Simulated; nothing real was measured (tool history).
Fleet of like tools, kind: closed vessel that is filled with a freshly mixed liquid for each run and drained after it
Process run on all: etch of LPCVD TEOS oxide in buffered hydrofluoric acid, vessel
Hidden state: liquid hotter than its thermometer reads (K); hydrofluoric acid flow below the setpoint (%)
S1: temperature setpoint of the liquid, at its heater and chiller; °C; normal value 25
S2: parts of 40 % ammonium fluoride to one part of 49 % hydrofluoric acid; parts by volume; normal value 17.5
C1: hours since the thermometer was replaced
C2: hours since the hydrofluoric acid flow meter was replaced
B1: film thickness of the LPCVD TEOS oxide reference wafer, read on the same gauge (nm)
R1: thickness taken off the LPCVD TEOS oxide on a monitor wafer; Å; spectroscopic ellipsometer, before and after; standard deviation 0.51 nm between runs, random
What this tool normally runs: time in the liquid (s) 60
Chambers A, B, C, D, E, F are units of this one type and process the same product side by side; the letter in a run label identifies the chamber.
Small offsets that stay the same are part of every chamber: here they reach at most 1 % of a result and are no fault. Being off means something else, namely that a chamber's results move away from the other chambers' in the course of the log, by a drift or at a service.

run 1C hour=6.1 | S1=25 S2=17.5 time_in_the_liquid_(s)=60 | C1=180.8 C2=1711.6 | B1=39.992 | R1=789.12
run 2A hour=10.8 | S1=25 S2=17.5 time_in_the_liquid_(s)=60 | C1=859 C2=266.2 | B1=40.006 | R1=809.55
run 3D hour=17.5 | S1=25 S2=17.5 time_in_the_liquid_(s)=60 | C1=89.7 C2=759 | B1=40.014 | R1=804.06
run 4E hour=23.7 | S1=25 S2=17.5 time_in_the_liquid_(s)=60 | C1=826 C2=300.8 | B1=39.987 | R1=808.5
run 5B hour=29.2 | S1=25 S2=17.5 time_in_the_liquid_(s)=60 | C1=2494.9 C2=1540.4 | B1=40 | R1=799.6
run 6F hour=36.4 | S1=25 S2=17.5 time_in_the_liquid_(s)=60 | C1=1211.3 C2=392.5 | B1=40.003 | R1=785.87
run 7D hour=43.5 | S1=25 S2=17.5 time_in_the_liquid_(s)=60 | C1=115.7 C2=785 | B1=40.009 | R1=792.36
run 8B hour=48 | S1=25 S2=17.5 time_in_the_liquid_(s)=60 | C1=2513.7 C2=1559.2 | B1=39.997 | R1=786.84
-- hour=49.3 chamber A: thermometer replaced
run 9F hour=52.2 | S1=25 S2=17.5 time_in_the_liquid_(s)=60 | C1=1227.1 C2=408.3 | B1=39.998 | R1=792.38
run 10A hour=56.7 | S1=25 S2=17.5 time_in_the_liquid_(s)=60 | C1=7.4 C2=312.1 | B1=40.016 | R1=798.77
run 11C hour=61.5 | S1=25 S2=17.5 time_in_the_liquid_(s)=60 | C1=236.2 C2=1767 | B1=39.995 | R1=794.71
run 12E hour=68 | S1=25 S2=17.5 time_in_the_liquid_(s)=60 | C1=870.3 C2=345.1 | B1=40.003 | R1=802.87
run 13A hour=72.6 | S1=25 S2=17.5 time_in_the_liquid_(s)=60 | C1=23.3 C2=328 | B1=39.987 | R1=811.69
-- hour=74 chamber B: thermometer replaced
run 14D hour=78 | S1=25 S2=17.5 time_in_the_liquid_(s)=60 | C1=150.2 C2=819.5 | B1=39.998 | R1=801.15
run 15F hour=82.6 | S1=25 S2=17.5 time_in_the_liquid_(s)=60 | C1=1257.5 C2=438.7 | B1=40.02 | R1=804.22
run 16B hour=87 | S1=25 S2=17.5 time_in_the_liquid_(s)=60 | C1=13.1 C2=1598.2 | B1=40.005 | R1=788.11
run 17C hour=94.1 | S1=25 S2=17.5 time_in_the_liquid_(s)=60 | C1=268.8 C2=1799.6 | B1=39.999 | R1=787.48
run 18E hour=97.5 | S1=25 S2=22 time_in_the_liquid_(s)=60 | C1=899.8 C2=374.6 | B1=40.011 | R1=658.48
run 19F hour=102.6 | S1=25 S2=22 time_in_the_liquid_(s)=60 | C1=1277.5 C2=458.7 | B1=40.03 | R1=669.09
run 20C hour=106.3 | S1=25 S2=22 time_in_the_liquid_(s)=60 | C1=281 C2=1811.8 | B1=40.045 | R1=648.24
run 21D hour=110.7 | S1=25 S2=22 time_in_the_liquid_(s)=60 | C1=182.9 C2=852.2 | B1=40.018 | R1=652.08
run 22A hour=117.1 | S1=25 S2=22 time_in_the_liquid_(s)=60 | C1=67.8 C2=372.5 | B1=39.995 | R1=665.91
run 23B hour=121.9 | S1=25 S2=22 time_in_the_liquid_(s)=60 | C1=48 C2=1633.1 | B1=40.003 | R1=651.77
run 24E hour=128.8 | S1=25 S2=17.5 time_in_the_liquid_(s)=60 | C1=931.1 C2=405.9 | B1=39.957 | R1=788.4
run 25B hour=136.1 | S1=25 S2=17.5 time_in_the_liquid_(s)=60 | C1=62.2 C2=1647.3 | B1=40.013 | R1=796.66
run 26F hour=142.6 | S1=25 S2=17.5 time_in_the_liquid_(s)=60 | C1=1317.5 C2=498.7 | B1=40.013 | R1=829.83
run 27D hour=148 | S1=25 S2=17.5 time_in_the_liquid_(s)=60 | C1=220.2 C2=889.5 | B1=40.023 | R1=793.96
run 28A hour=153.6 | S1=25 S2=17.5 time_in_the_liquid_(s)=60 | C1=104.3 C2=409 | B1=40.021 | R1=804.54
run 29E hour=157.4 | S1=25 S2=17.5 time_in_the_liquid_(s)=60 | C1=959.7 C2=434.5 | B1=40.005 | R1=793.75
run 30C hour=163.9 | S1=25 S2=17.5 time_in_the_liquid_(s)=60 | C1=338.6 C2=1869.4 | B1=39.989 | R1=788.72
run 31D hour=168.8 | S1=25 S2=17.5 time_in_the_liquid_(s)=60 | C1=241 C2=910.3 | B1=40.005 | R1=791.89
run 32F hour=176 | S1=25 S2=17.5 time_in_the_liquid_(s)=60 | C1=1350.9 C2=532.1 | B1=40.017 | R1=840.08
run 33C hour=179.7 | S1=25 S2=17.5 time_in_the_liquid_(s)=60 | C1=354.4 C2=1885.2 | B1=40.024 | R1=788.8
run 34B hour=185.7 | S1=25 S2=17.5 time_in_the_liquid_(s)=60 | C1=111.8 C2=1696.9 | B1=39.998 | R1=796.35
run 35E hour=192.3 | S1=25 S2=12.5 time_in_the_liquid_(s)=60 | C1=994.6 C2=469.4 | B1=40.02 | R1=1111.4
run 36A hour=197.8 | S1=25 S2=12.5 time_in_the_liquid_(s)=60 | C1=148.5 C2=453.2 | B1=39.982 | R1=1112.1
run 37D hour=201.9 | S1=25 S2=12.5 time_in_the_liquid_(s)=60 | C1=274.1 C2=943.4 | B1=39.98 | R1=1108.4
-- hour=206.9 chamber E: thermometer replaced
run 38E hour=208.9 | S1=25 S2=12.5 time_in_the_liquid_(s)=60 | C1=2 C2=486 | B1=40.012 | R1=1109.9
run 39F hour=215.9 | S1=25 S2=12.5 time_in_the_liquid_(s)=60 | C1=1390.8 C2=572 | B1=40 | R1=1184.2
run 40C hour=220.3 | S1=25 S2=12.5 time_in_the_liquid_(s)=60 | C1=395 C2=1925.8 | B1=40.006 | R1=1097.2
run 41B hour=225.5 | S1=25 S2=17.5 time_in_the_liquid_(s)=60 | C1=151.6 C2=1736.7 | B1=39.987 | R1=787.14
run 42A hour=231.6 | S1=28.5 S2=17.5 time_in_the_liquid_(s)=45 | C1=182.3 C2=487 | B1=39.996 | R1=736.33
run 43C hour=236.6 | S1=28.5 S2=17.5 time_in_the_liquid_(s)=45 | C1=411.3 C2=1942.1 | B1=40.009 | R1=719.37
run 44E hour=243.9 | S1=28.5 S2=17.5 time_in_the_liquid_(s)=45 | C1=37 C2=521 | B1=40.024 | R1=728.24

Is one chamber out of step, is the gauge drifting, or do the chambers differ by no more than their own small offsets? For an off chamber, give its letter and the likeliest cause.

It is chamber F that slowly wanders off from its peers.
Most likely cause: liquid hotter than its thermometer reads (K) = 1.71.
It could be hard to tell apart here from: hydrofluoric acid flow above the setpoint (%).

Below are 4 candidate recipes for chamber F's next run, each the usual settings with a change, their results shown as question marks. Which of them brings F's results back in line with what the other chambers give on the usual settings?
A result is in line if it is within this distance of the other chambers' mean on the usual settings: R1 18 Å
run 45F-1 hour=249.2 | S1=25 S2=15 time_in_the_liquid_(s)=60 | R1=?
run 45F-2 hour=249.2 | S1=22 S2=17.5 time_in_the_liquid_(s)=60 | R1=?
run 45F-3 hour=249.2 | S1=25 S2=17.5 time_in_the_liquid_(s)=55 | R1=?
run 45F-4 hour=249.2 | S1=25 S2=17.5 time_in_the_liquid_(s)=65 | R1=?

What the other chambers average on the usual settings: R1 796.19 Å
run=45F-1 R1=1007
run=45F-2 R1=735.39
run=45F-3 R1=792.42
run=45F-4 R1=936.49
It is 45F-3 that realigns the chamber with its peers.

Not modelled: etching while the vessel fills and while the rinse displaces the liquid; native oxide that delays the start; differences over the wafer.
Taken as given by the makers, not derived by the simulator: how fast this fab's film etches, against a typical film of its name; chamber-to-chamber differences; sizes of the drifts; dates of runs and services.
